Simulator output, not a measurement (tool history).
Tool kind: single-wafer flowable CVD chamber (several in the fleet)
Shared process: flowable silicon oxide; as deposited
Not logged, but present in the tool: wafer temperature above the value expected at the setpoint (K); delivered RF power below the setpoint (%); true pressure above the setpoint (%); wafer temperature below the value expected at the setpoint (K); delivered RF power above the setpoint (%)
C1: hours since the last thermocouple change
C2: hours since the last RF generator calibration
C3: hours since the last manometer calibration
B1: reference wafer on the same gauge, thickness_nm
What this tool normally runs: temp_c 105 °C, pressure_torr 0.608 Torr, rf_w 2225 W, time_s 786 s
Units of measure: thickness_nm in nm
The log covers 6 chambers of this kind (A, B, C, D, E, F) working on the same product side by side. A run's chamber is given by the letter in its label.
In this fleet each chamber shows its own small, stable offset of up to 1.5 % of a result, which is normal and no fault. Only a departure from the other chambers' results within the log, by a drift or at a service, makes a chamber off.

At hour 1.1: chamber A: thermocouple changed; heater temperature recalibrated.
Run 1B, hour 6.7: usual settings; C1 1177.3; C2 1656.3; C3 210.5; B1 262.14. Result: thickness_nm 284.17 nm.
Run 2E, hour 13.9: usual settings; C1 1220.2; C2 795.4; C3 749.4; B1 261.96. Result: thickness_nm 285.68 nm.
Run 3D, hour 22.5: usual settings; C1 1991.5; C2 71.1; C3 595.3; B1 262.1. Result: thickness_nm 284.03 nm.
Run 4C, hour 26.8: usual settings; C1 1180.6; C2 724; C3 599.9; B1 262.2. Result: thickness_nm 281.07 nm.
Run 5A, hour 34.8: usual settings; C1 33.8; C2 463.4; C3 540.8; B1 261.89. Result: thickness_nm 287.19 nm.
Run 6F, hour 42.7: usual settings; C1 70.1; C2 65.3; C3 1486.6; B1 262. Result: thickness_nm 282.6 nm.
Run 7D, hour 47.2: usual settings; C1 2016.2; C2 95.8; C3 620; B1 261.94. Result: thickness_nm 281.69 nm.
Run 8F, hour 52.3: usual settings; C1 79.7; C2 74.9; C3 1496.2; B1 262.17. Result: thickness_nm 281.67 nm.
Run 9C, hour 58.3: usual settings; C1 1212.1; C2 755.5; C3 631.4; B1 261.87. Result: thickness_nm 279.92 nm.
At hour 61.2: chamber B: thermocouple changed; heater temperature recalibrated.
Run 10E, hour 65.1: usual settings; C1 1271.4; C2 846.6; C3 800.6; B1 262.1. Result: thickness_nm 286.52 nm.
Run 11B, hour 70.1: usual settings; C1 8.9; C2 1719.7; C3 273.9; B1 262. Result: thickness_nm 286.9 nm.
Run 12A, hour 75.3: usual settings but temp_c 117 °C, time_s 668 s; C1 74.3; C2 503.9; C3 581.3; B1 261.83. Result: thickness_nm 168.35 nm.
Run 13A, hour 83.2: usual settings but temp_c 117 °C, time_s 668 s; C1 82.2; C2 511.8; C3 589.2; B1 262.24. Result: thickness_nm 167.07 nm.
Run 14F, hour 91: usual settings but temp_c 117 °C, time_s 668 s; C1 118.4; C2 113.6; C3 1534.9; B1 262.06. Result: thickness_nm 163.81 nm.
Run 15D, hour 97.2: usual settings but temp_c 117 °C, time_s 668 s; C1 2066.2; C2 145.8; C3 670; B1 261.95. Result: thickness_nm 164.39 nm.
Run 16B, hour 105.1: usual settings but temp_c 117 °C, time_s 668 s; C1 43.9; C2 1754.7; C3 308.9; B1 261.76. Result: thickness_nm 165.48 nm.
Run 17E, hour 110.8: usual settings but temp_c 117 °C, time_s 668 s; C1 1317.1; C2 892.3; C3 846.3; B1 262. Result: thickness_nm 166.65 nm.
Run 18C, hour 115.7: usual settings; C1 1269.5; C2 812.9; C3 688.8; B1 261.93. Result: thickness_nm 281.47 nm.
Run 19B, hour 121.7: usual settings but rf_w 2640 W, time_s 843 s; C1 60.5; C2 1771.3; C3 325.5; B1 262.03. Result: thickness_nm 316.58 nm.
Run 20A, hour 126.9: usual settings but rf_w 2640 W, time_s 843 s; C1 125.9; C2 555.5; C3 632.9; B1 261.96. Result: thickness_nm 317.85 nm.
Run 21E, hour 132.3: usual settings but rf_w 2640 W, time_s 843 s; C1 1338.6; C2 913.8; C3 867.8; B1 262.11. Result: thickness_nm 314.27 nm.
Run 22F, hour 138.7: usual settings but rf_w 2640 W, time_s 843 s; C1 166.1; C2 161.3; C3 1582.6; B1 262.02. Result: thickness_nm 311.41 nm.
Run 23D, hour 144.9: usual settings but rf_w 2640 W, time_s 843 s; C1 2113.9; C2 193.5; C3 717.7; B1 262.21. Result: thickness_nm 311.27 nm.
Run 24C, hour 150.3: usual settings but rf_w 2640 W, time_s 843 s; C1 1304.1; C2 847.5; C3 723.4; B1 262.1. Result: thickness_nm 312.57 nm.
At hour 153.3: chamber B: RF generator calibrated.
Run 25F, hour 157.1: usual settings; C1 184.5; C2 179.7; C3 1601; B1 261.97. Result: thickness_nm 283.31 nm.
Run 26B, hour 163.2: usual settings; C1 102; C2 9.9; C3 367; B1 261.67. Result: thickness_nm 287.44 nm.
Run 27A, hour 170.7: usual settings; C1 169.7; C2 599.3; C3 676.7; B1 261.98. Result: thickness_nm 287.91 nm.
Run 28D, hour 177.1: usual settings but time_s 848 s; C1 2146.1; C2 225.7; C3 749.9; B1 261.8. Result: thickness_nm 305.53 nm.
Run 29E, hour 182.4: usual settings but time_s 848 s; C1 1388.7; C2 963.9; C3 917.9; B1 262.16. Result: thickness_nm 308.68 nm.
Run 30C, hour 189.8: usual settings but time_s 848 s; C1 1343.6; C2 887; C3 762.9; B1 262.14. Result: thickness_nm 302.5 nm.
Run 31E, hour 194.5: usual settings but time_s 848 s; C1 1400.8; C2 976; C3 930; B1 262.15. Result: thickness_nm 307 nm.
Run 32B, hour 201.2: usual settings but time_s 848 s; C1 140; C2 47.9; C3 405; B1 262.01. Result: thickness_nm 308.11 nm.
Run 33F, hour 208.7: usual settings but time_s 848 s; C1 236.1; C2 231.3; C3 1652.6; B1 261.53. Result: thickness_nm 305.76 nm.
Run 34C, hour 215.8: usual settings; C1 1369.6; C2 913; C3 788.9; B1 261.86. Result: thickness_nm 283.44 nm.
Run 35A, hour 220.9: usual settings; C1 219.9; C2 649.5; C3 726.9; B1 261.81. Result: thickness_nm 287.29 nm.
Run 36D, hour 228.4: usual settings; C1 2197.4; C2 277; C3 801.2; B1 261.98. Result: thickness_nm 283.66 nm.
Run 37E, hour 235.6: usual settings; C1 1441.9; C2 1017.1; C3 971.1; B1 262.36. Result: thickness_nm 284.72 nm.

For the next run the whole fleet of 6 chambers uses the same settings. Give each chamber's results:
Run 38A, hour 242.2: usual settings. Result: thickness_nm ?.
Run 38B, hour 242.2: usual settings. Result: thickness_nm ?.
Run 38C, hour 242.2: usual settings. Result: thickness_nm ?.
Run 38D, hour 242.2: usual settings. Result: thickness_nm ?.
Run 38E, hour 242.2: usual settings. Result: thickness_nm ?.
Run 38F, hour 242.2: usual settings. Result: thickness_nm ?.

run  thickness_nm
38A         289.1
38B        286.78
38C        283.71
38D        281.92
38E        284.28
38F        282.82
